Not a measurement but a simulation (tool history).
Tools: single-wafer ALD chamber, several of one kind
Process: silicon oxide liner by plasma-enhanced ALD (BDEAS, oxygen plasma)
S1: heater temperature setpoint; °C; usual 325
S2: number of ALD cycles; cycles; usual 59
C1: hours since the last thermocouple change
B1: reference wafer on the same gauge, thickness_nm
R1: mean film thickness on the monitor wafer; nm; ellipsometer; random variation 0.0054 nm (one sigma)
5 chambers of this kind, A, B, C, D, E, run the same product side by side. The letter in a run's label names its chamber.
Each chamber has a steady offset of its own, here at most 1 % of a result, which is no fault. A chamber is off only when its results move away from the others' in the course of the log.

{"run": "1D", "hour": 3.9, "S1": 325, "S2": 59, "C1": 1291.1, "B1": 4.4819, "R1": 5.3222}
{"run": "2A", "hour": 9.1, "S1": 325, "S2": 59, "C1": 1681.4, "B1": 4.4801, "R1": 5.2838}
{"run": "3E", "hour": 14.3, "S1": 325, "S2": 59, "C1": 481.3, "B1": 4.4819, "R1": 5.2643}
{"run": "4B", "hour": 18.4, "S1": 325, "S2": 59, "C1": 912.8, "B1": 4.4828, "R1": 5.302}
{"run": "5C", "hour": 21.7, "S1": 325, "S2": 59, "C1": 781.9, "B1": 4.4816, "R1": 5.2644}
{"run": "6B", "hour": 24.6, "S1": 325, "S2": 59, "C1": 919.0, "B1": 4.4825, "R1": 5.2984}
{"run": "7C", "hour": 28.4, "S1": 325, "S2": 59, "C1": 788.6, "B1": 4.4828, "R1": 5.2738}
{"run": "8E", "hour": 33.7, "S1": 314, "S2": 53, "C1": 500.7, "B1": 4.484, "R1": 4.8014}
{"run": "9D", "hour": 39.1, "S1": 314, "S2": 53, "C1": 1326.3, "B1": 4.4855, "R1": 4.859}
{"run": "10A", "hour": 45.1, "S1": 314, "S2": 53, "C1": 1717.4, "B1": 4.4847, "R1": 4.8297}
{"run": "11C", "hour": 49.1, "S1": 314, "S2": 53, "C1": 809.3, "B1": 4.4858, "R1": 4.8154}
{"run": "12A", "hour": 51.7, "S1": 314, "S2": 53, "C1": 1724.0, "B1": 4.4847, "R1": 4.8243}
{"run": "13B", "hour": 54.9, "S1": 325, "S2": 59, "C1": 949.3, "B1": 4.4869, "R1": 5.3077}
{"run": "14E", "hour": 60.7, "S1": 325, "S2": 59, "C1": 527.7, "B1": 4.4855, "R1": 5.2677}
{"run": "15D", "hour": 66.4, "S1": 325, "S2": 59, "C1": 1353.6, "B1": 4.4853, "R1": 5.3295}
{"run": "16A", "hour": 70.7, "S1": 325, "S2": 59, "C1": 1743.0, "B1": 4.4891, "R1": 5.2877}
{"run": "17B", "hour": 75.2, "S1": 325, "S2": 59, "C1": 969.6, "B1": 4.4878, "R1": 5.314}
{"run": "18E", "hour": 79.5, "S1": 325, "S2": 59, "C1": 546.5, "B1": 4.4895, "R1": 5.2665}
{"run": "19D", "hour": 85.2, "S1": 325, "S2": 59, "C1": 1372.4, "B1": 4.4895, "R1": 5.3237}
{"run": "20C", "hour": 91.4, "S1": 325, "S2": 59, "C1": 851.6, "B1": 4.4896, "R1": 5.2698}
{"run": "21B", "hour": 97.2, "S1": 325, "S2": 59, "C1": 991.6, "B1": 4.49, "R1": 5.3099}
{"run": "22E", "hour": 102.1, "S1": 325, "S2": 59, "C1": 569.1, "B1": 4.491, "R1": 5.2782}
{"run": "23A", "hour": 107.3, "S1": 325, "S2": 59, "C1": 1779.6, "B1": 4.4911, "R1": 5.2962}
{"run": "24C", "hour": 111.6, "S1": 325, "S2": 59, "C1": 871.8, "B1": 4.493, "R1": 5.2714}
{"run": "25D", "hour": 115.9, "S1": 325, "S2": 59, "C1": 1403.1, "B1": 4.492, "R1": 5.3292}
{"run": "26D", "hour": 120.6, "S1": 325, "S2": 59, "C1": 1407.8, "B1": 4.4915, "R1": 5.329}
{"run": "27C", "hour": 125.0, "S1": 325, "S2": 59, "C1": 885.2, "B1": 4.4945, "R1": 5.285}
{"run": "28E", "hour": 130.2, "S1": 325, "S2": 59, "C1": 597.2, "B1": 4.4931, "R1": 5.2693}
{"run": "29A", "hour": 134.7, "S1": 325, "S2": 59, "C1": 1807.0, "B1": 4.4961, "R1": 5.2958}
{"run": "30B", "hour": 140.4, "S1": 325, "S2": 59, "C1": 1034.8, "B1": 4.4949, "R1": 5.3187}
{"run": "31C", "hour": 146.2, "S1": 325, "S2": 59, "C1": 906.4, "B1": 4.4962, "R1": 5.2829}
{"run": "32A", "hour": 150.9, "S1": 325, "S2": 59, "C1": 1823.2, "B1": 4.4948, "R1": 5.2962}
{"run": "33E", "hour": 154.1, "S1": 325, "S2": 59, "C1": 621.1, "B1": 4.4973, "R1": 5.285}
{"run": "34D", "hour": 157.0, "S1": 325, "S2": 59, "C1": 1444.2, "B1": 4.4965, "R1": 5.3367}
{"run": "35B", "hour": 161.1, "S1": 325, "S2": 59, "C1": 1055.5, "B1": 4.4978, "R1": 5.3217}
{"run": "36C", "hour": 166.8, "S1": 325, "S2": 59, "C1": 927.0, "B1": 4.4974, "R1": 5.2779}
{"run": "37E", "hour": 170.6, "S1": 325, "S2": 59, "C1": 637.6, "B1": 4.4979, "R1": 5.2787}

Next, every chamber runs the same settings. What will each give?
{"run": "38A", "hour": 175.0, "S1": 325, "S2": 59, "R1": "?"}
{"run": "38B", "hour": 175.0, "S1": 325, "S2": 59, "R1": "?"}
{"run": "38C", "hour": 175.0, "S1": 325, "S2": 59, "R1": "?"}
{"run": "38D", "hour": 175.0, "S1": 325, "S2": 59, "R1": "?"}
{"run": "38E", "hour": 175.0, "S1": 325, "S2": 59, "R1": "?"}

run=38A R1=5.3062
run=38B R1=5.3251
run=38C R1=5.2852
run=38D R1=5.3307
run=38E R1=5.2883

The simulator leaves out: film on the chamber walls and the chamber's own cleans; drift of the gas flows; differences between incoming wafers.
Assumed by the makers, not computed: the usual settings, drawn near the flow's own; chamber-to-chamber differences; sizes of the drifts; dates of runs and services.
